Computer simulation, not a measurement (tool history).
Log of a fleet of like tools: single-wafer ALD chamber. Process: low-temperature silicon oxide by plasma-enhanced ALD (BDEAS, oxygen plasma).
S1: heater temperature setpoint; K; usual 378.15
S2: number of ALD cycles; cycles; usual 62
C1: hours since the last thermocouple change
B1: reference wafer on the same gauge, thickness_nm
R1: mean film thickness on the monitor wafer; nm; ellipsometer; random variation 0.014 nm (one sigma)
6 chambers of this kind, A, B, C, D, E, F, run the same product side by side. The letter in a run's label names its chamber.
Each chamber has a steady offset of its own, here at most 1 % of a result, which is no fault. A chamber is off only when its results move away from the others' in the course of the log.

{"run": "1E", "hour": 8.6, "S1": 378.15, "S2": 62, "C1": 1709.8, "B1": 9.4455, "R1": 8.7703}
{"run": "2C", "hour": 21.1, "S1": 378.15, "S2": 62, "C1": 606.9, "B1": 9.4435, "R1": 8.799}
{"run": "3A", "hour": 37.4, "S1": 378.15, "S2": 62, "C1": 1843.0, "B1": 9.4402, "R1": 8.7842}
{"run": "4D", "hour": 50.9, "S1": 378.15, "S2": 62, "C1": 661.3, "B1": 9.4471, "R1": 8.7627}
{"run": "5F", "hour": 64.4, "S1": 371.15, "S2": 62, "C1": 523.5, "B1": 9.4488, "R1": 8.8838}
{"run": "6B", "hour": 78.2, "S1": 371.15, "S2": 62, "C1": 482.6, "B1": 9.4496, "R1": 8.836}
{"hour": 82.4, "done": "chamber E: thermocouple changed; heater temperature recalibrated"}
{"run": "7A", "hour": 94.9, "S1": 371.15, "S2": 62, "C1": 1900.5, "B1": 9.4459, "R1": 8.9364}
{"run": "8F", "hour": 107.4, "S1": 371.15, "S2": 62, "C1": 566.5, "B1": 9.4539, "R1": 8.8878}
{"run": "9E", "hour": 117.8, "S1": 371.15, "S2": 62, "C1": 35.4, "B1": 9.4568, "R1": 8.945}
{"run": "10B", "hour": 130.9, "S1": 371.15, "S2": 62, "C1": 535.3, "B1": 9.4573, "R1": 8.845}
{"run": "11D", "hour": 145.6, "S1": 378.15, "S2": 62, "C1": 756.0, "B1": 9.4552, "R1": 8.7559}
{"run": "12C", "hour": 160.0, "S1": 378.15, "S2": 62, "C1": 745.8, "B1": 9.4634, "R1": 8.8174}
{"run": "13D", "hour": 167.9, "S1": 378.15, "S2": 62, "C1": 778.3, "B1": 9.4632, "R1": 8.7721}
{"run": "14C", "hour": 180.7, "S1": 378.15, "S2": 62, "C1": 766.5, "B1": 9.4687, "R1": 8.7983}
{"run": "15E", "hour": 191.6, "S1": 378.15, "S2": 62, "C1": 109.2, "B1": 9.4691, "R1": 8.7873}
{"run": "16F", "hour": 206.6, "S1": 378.15, "S2": 62, "C1": 665.7, "B1": 9.466, "R1": 8.7577}
{"run": "17A", "hour": 220.9, "S1": 378.15, "S2": 62, "C1": 2026.5, "B1": 9.4715, "R1": 8.8307}
{"run": "18B", "hour": 231.9, "S1": 371.15, "S2": 51, "C1": 636.3, "B1": 9.4726, "R1": 7.2758}
{"run": "19C", "hour": 245.3, "S1": 371.15, "S2": 51, "C1": 831.1, "B1": 9.4732, "R1": 7.388}
{"run": "20A", "hour": 255.3, "S1": 371.15, "S2": 51, "C1": 2060.9, "B1": 9.4732, "R1": 7.3757}
{"run": "21F", "hour": 268.4, "S1": 371.15, "S2": 51, "C1": 727.5, "B1": 9.4793, "R1": 7.3444}
{"run": "22D", "hour": 283.1, "S1": 371.15, "S2": 51, "C1": 893.5, "B1": 9.4795, "R1": 7.3255}
{"hour": 290.2, "done": "chamber A: thermocouple changed; heater temperature recalibrated"}
{"run": "23B", "hour": 296.3, "S1": 371.15, "S2": 51, "C1": 700.7, "B1": 9.4786, "R1": 7.3013}
{"run": "24E", "hour": 305.3, "S1": 378.15, "S2": 62, "C1": 222.9, "B1": 9.4795, "R1": 8.8383}
{"run": "25D", "hour": 316.0, "S1": 378.15, "S2": 62, "C1": 926.4, "B1": 9.4809, "R1": 8.7739}
{"run": "26F", "hour": 326.7, "S1": 371.15, "S2": 54, "C1": 785.8, "B1": 9.4838, "R1": 7.7827}
{"run": "27E", "hour": 335.2, "S1": 371.15, "S2": 54, "C1": 252.8, "B1": 9.481, "R1": 7.7867}
{"run": "28B", "hour": 346.2, "S1": 371.15, "S2": 54, "C1": 750.6, "B1": 9.4848, "R1": 7.7422}
{"run": "29A", "hour": 360.7, "S1": 371.15, "S2": 54, "C1": 70.6, "B1": 9.4897, "R1": 7.8}
{"run": "30C", "hour": 368.6, "S1": 371.15, "S2": 54, "C1": 954.4, "B1": 9.4884, "R1": 7.8344}
{"run": "31E", "hour": 378.6, "S1": 371.15, "S2": 54, "C1": 296.2, "B1": 9.4878, "R1": 7.7773}
{"run": "32B", "hour": 387.0, "S1": 378.15, "S2": 62, "C1": 791.4, "B1": 9.4881, "R1": 8.7418}
{"run": "33C", "hour": 401.0, "S1": 378.15, "S2": 62, "C1": 986.8, "B1": 9.4931, "R1": 8.8593}
{"run": "34A", "hour": 408.9, "S1": 386.15, "S2": 54, "C1": 118.8, "B1": 9.4975, "R1": 7.5478}
{"run": "35F", "hour": 422.7, "S1": 386.15, "S2": 54, "C1": 881.8, "B1": 9.4983, "R1": 7.5496}
{"run": "36D", "hour": 436.9, "S1": 386.15, "S2": 54, "C1": 1047.3, "B1": 9.4976, "R1": 7.5609}
{"run": "37E", "hour": 449.9, "S1": 386.15, "S2": 54, "C1": 367.5, "B1": 9.4996, "R1": 7.5621}

What goes on in this fleet: one chamber off, a drifting gauge, or nothing beyond the chambers' own small offsets? Name the chamber and the cause, if any.

The gauge drifts, so all chambers seem to drift together. No chamber is off.
Cause: gauge reads high (%) = 0.649.
